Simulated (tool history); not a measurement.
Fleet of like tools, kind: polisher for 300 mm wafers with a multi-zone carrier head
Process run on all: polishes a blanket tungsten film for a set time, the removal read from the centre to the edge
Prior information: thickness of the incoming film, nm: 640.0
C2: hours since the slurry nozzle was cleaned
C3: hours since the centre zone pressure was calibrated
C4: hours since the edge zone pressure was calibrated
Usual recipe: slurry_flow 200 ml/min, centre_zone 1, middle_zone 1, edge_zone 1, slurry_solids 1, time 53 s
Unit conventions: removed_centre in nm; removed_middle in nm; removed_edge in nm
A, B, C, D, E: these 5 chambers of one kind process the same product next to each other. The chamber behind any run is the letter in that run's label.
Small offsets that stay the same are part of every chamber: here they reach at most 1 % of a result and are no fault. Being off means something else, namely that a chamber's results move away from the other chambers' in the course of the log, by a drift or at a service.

run 1C hour=7.1 | slurry_flow=200 centre_zone=1 middle_zone=1 edge_zone=1 slurry_solids=1 time=53 | wafers_polished_on_this_pad=302 C2=419.5 C3=244.6 C4=779.6 | removed_centre=269.74 removed_middle=276.29 removed_edge=276.19
run 2B hour=13 | slurry_flow=200 centre_zone=1 middle_zone=1 edge_zone=1 slurry_solids=1 time=53 | wafers_polished_on_this_pad=326 C2=171.3 C3=858.8 C4=211.9 | removed_centre=270.49 removed_middle=274.42 removed_edge=275.08
run 3E hour=17.7 | slurry_flow=200 centre_zone=1 middle_zone=1 edge_zone=1 slurry_solids=1 time=53 | wafers_polished_on_this_pad=708 C2=147.3 C3=394.8 C4=70.4 | removed_centre=270.26 removed_middle=274.39 removed_edge=273.33
run 4A hour=25 | slurry_flow=200 centre_zone=1 middle_zone=1 edge_zone=1 slurry_solids=1 time=53 | wafers_polished_on_this_pad=919 C2=163.6 C3=1041.1 C4=255 | removed_centre=267.98 removed_middle=269.85 removed_edge=277.94
run 5D hour=33.1 | slurry_flow=200 centre_zone=0.89 middle_zone=1 edge_zone=1 slurry_solids=1 time=53 | wafers_polished_on_this_pad=512 C2=298 C3=92.8 C4=111.3 | removed_centre=239.55 removed_middle=272.16 removed_edge=274.48
run 6A hour=41.1 | slurry_flow=200 centre_zone=0.89 middle_zone=1 edge_zone=1 slurry_solids=1 time=53 | wafers_polished_on_this_pad=1032 C2=179.7 C3=1057.2 C4=271.1 | removed_centre=238.3 removed_middle=274.3 removed_edge=273.24
run 7E hour=46.2 | slurry_flow=200 centre_zone=0.89 middle_zone=1 edge_zone=1 slurry_solids=1 time=53 | wafers_polished_on_this_pad=907 C2=175.8 C3=423.3 C4=98.9 | removed_centre=238.96 removed_middle=271.28 removed_edge=277.73
run 8C hour=53 | slurry_flow=200 centre_zone=0.89 middle_zone=1 edge_zone=1 slurry_solids=1 time=53 | wafers_polished_on_this_pad=623 C2=465.4 C3=290.5 C4=825.5 | removed_centre=240.31 removed_middle=277.46 removed_edge=271.4
run 9B hour=60 | slurry_flow=200 centre_zone=0.89 middle_zone=1 edge_zone=1 slurry_solids=1 time=53 | wafers_polished_on_this_pad=655 C2=218.3 C3=905.8 C4=258.9 | removed_centre=239.15 removed_middle=274.72 removed_edge=277.22
run 10D hour=64.3 | slurry_flow=200 centre_zone=1 middle_zone=1 edge_zone=1 slurry_solids=1 time=53 | wafers_polished_on_this_pad=731 C2=329.2 C3=124 C4=142.5 | removed_centre=267.5 removed_middle=272.05 removed_edge=275.55
run 11B hour=70.7 | slurry_flow=200 centre_zone=1 middle_zone=1 edge_zone=1 slurry_solids=1 time=53 | wafers_polished_on_this_pad=730 C2=229 C3=916.5 C4=269.6 | removed_centre=271.13 removed_middle=274.81 removed_edge=271.86
run 12C hour=79.2 | slurry_flow=200 centre_zone=1 middle_zone=1 edge_zone=1 slurry_solids=1 time=53 | wafers_polished_on_this_pad=807 C2=491.6 C3=316.7 C4=851.7 | removed_centre=272.32 removed_middle=274.76 removed_edge=270.76
-- hour=80.2 chamber A: worn pad replaced by a new one
run 13D hour=86.1 | slurry_flow=200 centre_zone=1 middle_zone=1 edge_zone=1 slurry_solids=1 time=53 | wafers_polished_on_this_pad=884 C2=351 C3=145.8 C4=164.3 | removed_centre=269.25 removed_middle=274.25 removed_edge=273.3
run 14E hour=92 | slurry_flow=200 centre_zone=1 middle_zone=1 edge_zone=1 slurry_solids=1 time=53 | wafers_polished_on_this_pad=1228 C2=221.6 C3=469.1 C4=144.7 | removed_centre=272.68 removed_middle=271.01 removed_edge=273.85
-- hour=93 chamber D: worn pad replaced by a new one
run 15A hour=100.3 | slurry_flow=200 centre_zone=1 middle_zone=1 edge_zone=1 slurry_solids=1 time=53 | wafers_polished_on_this_pad=141 C2=238.9 C3=1116.4 C4=330.3 | removed_centre=270.15 removed_middle=273.83 removed_edge=275.02
-- hour=101.4 chamber C: worn pad replaced by a new one
run 16A hour=105.6 | slurry_flow=200 centre_zone=1 middle_zone=1 edge_zone=1 slurry_solids=1 time=53 | wafers_polished_on_this_pad=178 C2=244.2 C3=1121.7 C4=335.6 | removed_centre=270.86 removed_middle=273.02 removed_edge=270.33
run 17B hour=114.7 | slurry_flow=200 centre_zone=1 middle_zone=1 edge_zone=1 slurry_solids=1 time=53 | wafers_polished_on_this_pad=1039 C2=273 C3=960.5 C4=313.6 | removed_centre=269.33 removed_middle=268.14 removed_edge=262.04
-- hour=119.9 chamber C: centre zone pressure recalibrated
run 18D hour=122 | slurry_flow=200 centre_zone=1 middle_zone=1 edge_zone=1 slurry_solids=1 time=53 | wafers_polished_on_this_pad=203 C2=386.9 C3=181.7 C4=200.2 | removed_centre=268.92 removed_middle=273.21 removed_edge=269.5
-- hour=124.8 chamber E: worn pad replaced by a new one
run 19E hour=131 | slurry_flow=200 centre_zone=1 middle_zone=1 edge_zone=1 slurry_solids=1 time=53 | wafers_polished_on_this_pad=44 C2=260.6 C3=508.1 C4=183.7 | removed_centre=270.04 removed_middle=274.68 removed_edge=273.28
run 20C hour=139.5 | slurry_flow=200 centre_zone=1 middle_zone=1 edge_zone=1 slurry_solids=1 time=53 | wafers_polished_on_this_pad=267 C2=551.9 C3=19.7 C4=912 | removed_centre=272.31 removed_middle=274.29 removed_edge=274.23
-- hour=142.9 chamber D: slurry nozzle cleaned
run 21E hour=148.4 | slurry_flow=200 centre_zone=1 middle_zone=1 edge_zone=1 slurry_solids=1 time=53 | wafers_polished_on_this_pad=166 C2=278 C3=525.5 C4=201.1 | removed_centre=274.2 removed_middle=273.23 removed_edge=274.95
run 22C hour=152.7 | slurry_flow=200 centre_zone=1 middle_zone=1 edge_zone=1 slurry_solids=1 time=53 | wafers_polished_on_this_pad=360 C2=565.1 C3=32.9 C4=925.2 | removed_centre=271.91 removed_middle=273.67 removed_edge=264.47
run 23A hour=161.1 | slurry_flow=200 centre_zone=1 middle_zone=1 edge_zone=1 slurry_solids=1 time=53 | wafers_polished_on_this_pad=567 C2=299.7 C3=1177.2 C4=391.1 | removed_centre=270.67 removed_middle=274.98 removed_edge=275.98
run 24D hour=169 | slurry_flow=200 centre_zone=1 middle_zone=1 edge_zone=1 slurry_solids=1 time=53 | wafers_polished_on_this_pad=532 C2=26.2 C3=228.7 C4=247.2 | removed_centre=271.19 removed_middle=271.95 removed_edge=273.03
-- hour=170.2 chamber B: centre zone pressure recalibrated
run 25B hour=178 | slurry_flow=200 centre_zone=1 middle_zone=1 edge_zone=1 slurry_solids=1 time=53 | wafers_polished_on_this_pad=1483 C2=336.3 C3=7.9 C4=376.9 | removed_centre=259.94 removed_middle=260.95 removed_edge=260.17
run 26C hour=185 | slurry_flow=200 centre_zone=1 middle_zone=1 edge_zone=1 slurry_solids=1 time=53 | wafers_polished_on_this_pad=586 C2=597.4 C3=65.2 C4=957.5 | removed_centre=271.47 removed_middle=275.96 removed_edge=275.89
run 27A hour=189.8 | slurry_flow=200 centre_zone=1 middle_zone=1 edge_zone=1 slurry_solids=1 time=53 | wafers_polished_on_this_pad=768 C2=328.4 C3=1205.9 C4=419.8 | removed_centre=270.59 removed_middle=273.52 removed_edge=270.56
run 28D hour=195.5 | slurry_flow=200 centre_zone=1 middle_zone=1 edge_zone=1 slurry_solids=1 time=53 | wafers_polished_on_this_pad=718 C2=52.7 C3=255.2 C4=273.7 | removed_centre=271.27 removed_middle=274.04 removed_edge=272.63
run 29B hour=201.4 | slurry_flow=200 centre_zone=1 middle_zone=1 edge_zone=1 slurry_solids=1 time=53 | wafers_polished_on_this_pad=1647 C2=359.7 C3=31.3 C4=400.3 | removed_centre=258.83 removed_middle=256.86 removed_edge=249.28
-- hour=206.8 chamber D: worn pad replaced by a new one
run 30E hour=208.6 | slurry_flow=200 centre_zone=1 middle_zone=1 edge_zone=1 slurry_solids=1 time=53 | wafers_polished_on_this_pad=588 C2=338.2 C3=585.7 C4=261.3 | removed_centre=271.38 removed_middle=273.81 removed_edge=269.13
run 31D hour=215.9 | slurry_flow=200 centre_zone=1 middle_zone=1 edge_zone=1 slurry_solids=1 time=53 | wafers_polished_on_this_pad=64 C2=73.1 C3=275.6 C4=294.1 | removed_centre=268.71 removed_middle=272.61 removed_edge=270.11
run 32A hour=221 | slurry_flow=200 centre_zone=1 middle_zone=1 edge_zone=1 slurry_solids=1 time=53 | wafers_polished_on_this_pad=987 C2=359.6 C3=1237.1 C4=451 | removed_centre=267.82 removed_middle=273.67 removed_edge=270.95
run 33C hour=228.7 | slurry_flow=145 centre_zone=1 middle_zone=1 edge_zone=1.08 slurry_solids=1 time=53 | wafers_polished_on_this_pad=893 C2=641.1 C3=108.9 C4=1001.2 | removed_centre=254.71 removed_middle=259.56 removed_edge=265.6
-- hour=233.9 chamber C: worn pad replaced by a new one
run 34B hour=236.3 | slurry_flow=145 centre_zone=1 middle_zone=1 edge_zone=1.08 slurry_solids=1 time=53 | wafers_polished_on_this_pad=1891 C2=394.6 C3=66.2 C4=435.2 | removed_centre=232.9 removed_middle=240.53 removed_edge=250.24
run 35E hour=241.2 | slurry_flow=145 centre_zone=1 middle_zone=1 edge_zone=1.08 slurry_solids=1 time=53 | wafers_polished_on_this_pad=816 C2=370.8 C3=618.3 C4=293.9 | removed_centre=254.65 removed_middle=257.69 removed_edge=275.69
run 36C hour=250.5 | slurry_flow=145 centre_zone=1 middle_zone=1 edge_zone=1.08 slurry_solids=1 time=53 | wafers_polished_on_this_pad=116 C2=662.9 C3=130.7 C4=1023 | removed_centre=258.37 removed_middle=261.44 removed_edge=269.85
run 37E hour=254.8 | slurry_flow=145 centre_zone=1 middle_zone=1 edge_zone=1.08 slurry_solids=1 time=53 | wafers_polished_on_this_pad=911 C2=384.4 C3=631.9 C4=307.5 | removed_centre=254.24 removed_middle=259.23 removed_edge=268.72
run 38B hour=261.3 | slurry_flow=200 centre_zone=1 middle_zone=1 edge_zone=1 slurry_solids=0.9 time=37 | wafers_polished_on_this_pad=2067 C2=419.6 C3=91.2 C4=460.2 | removed_centre=168.34 removed_middle=169.47 removed_edge=168.21

One chamber off, gauge drift, or nothing amiss beyond the chambers' own small offsets? If it is a chamber, which one, and what is the likeliest cause?

Chamber B drifts away from the others.
Cause: removal rate lost through wear of the pad, % = 9.95.
The log may not tell that from: slurry flow missing at the pad, %.

Which of the 4 candidates below, each the usual settings with something changed and its results left as question marks, puts chamber B back in line with what the other chambers give on the usual settings?
Maximum distance from the other chambers' mean on the usual settings for a result to count as in line: removed_centre 6.9 nm; removed_middle 5.7 nm; removed_edge 14 nm
run 39B-1 hour=268.2 | slurry_flow=200 centre_zone=1 middle_zone=1 edge_zone=0.99 slurry_solids=1 time=48 | removed_centre=? removed_middle=? removed_edge=?
run 39B-2 hour=268.2 | slurry_flow=195 centre_zone=1 middle_zone=1 edge_zone=0.99 slurry_solids=0.95 time=44 | removed_centre=? removed_middle=? removed_edge=?
run 39B-3 hour=268.2 | slurry_flow=200 centre_zone=1 middle_zone=1 edge_zone=1.01 slurry_solids=1 time=59 | removed_centre=? removed_middle=? removed_edge=?
run 39B-4 hour=268.2 | slurry_flow=205 centre_zone=1 middle_zone=1 edge_zone=1.02 slurry_solids=1.05 time=64 | removed_centre=? removed_middle=? removed_edge=?

Average result of the remaining chambers running the usual settings: removed_centre 270.81 nm; removed_middle 272.76 nm; removed_edge 271.51 nm
run=39B-1 removed_centre=222.14 removed_middle=222.61 removed_edge=221.24
run=39B-2 removed_centre=200.37 removed_middle=200.88 removed_edge=199.85
run=39B-3 removed_centre=273.05 removed_middle=273.61 removed_edge=274.79
run=39B-4 removed_centre=300.79 removed_middle=301.27 removed_edge=303.87
39B-3 brings the chamber back in line.
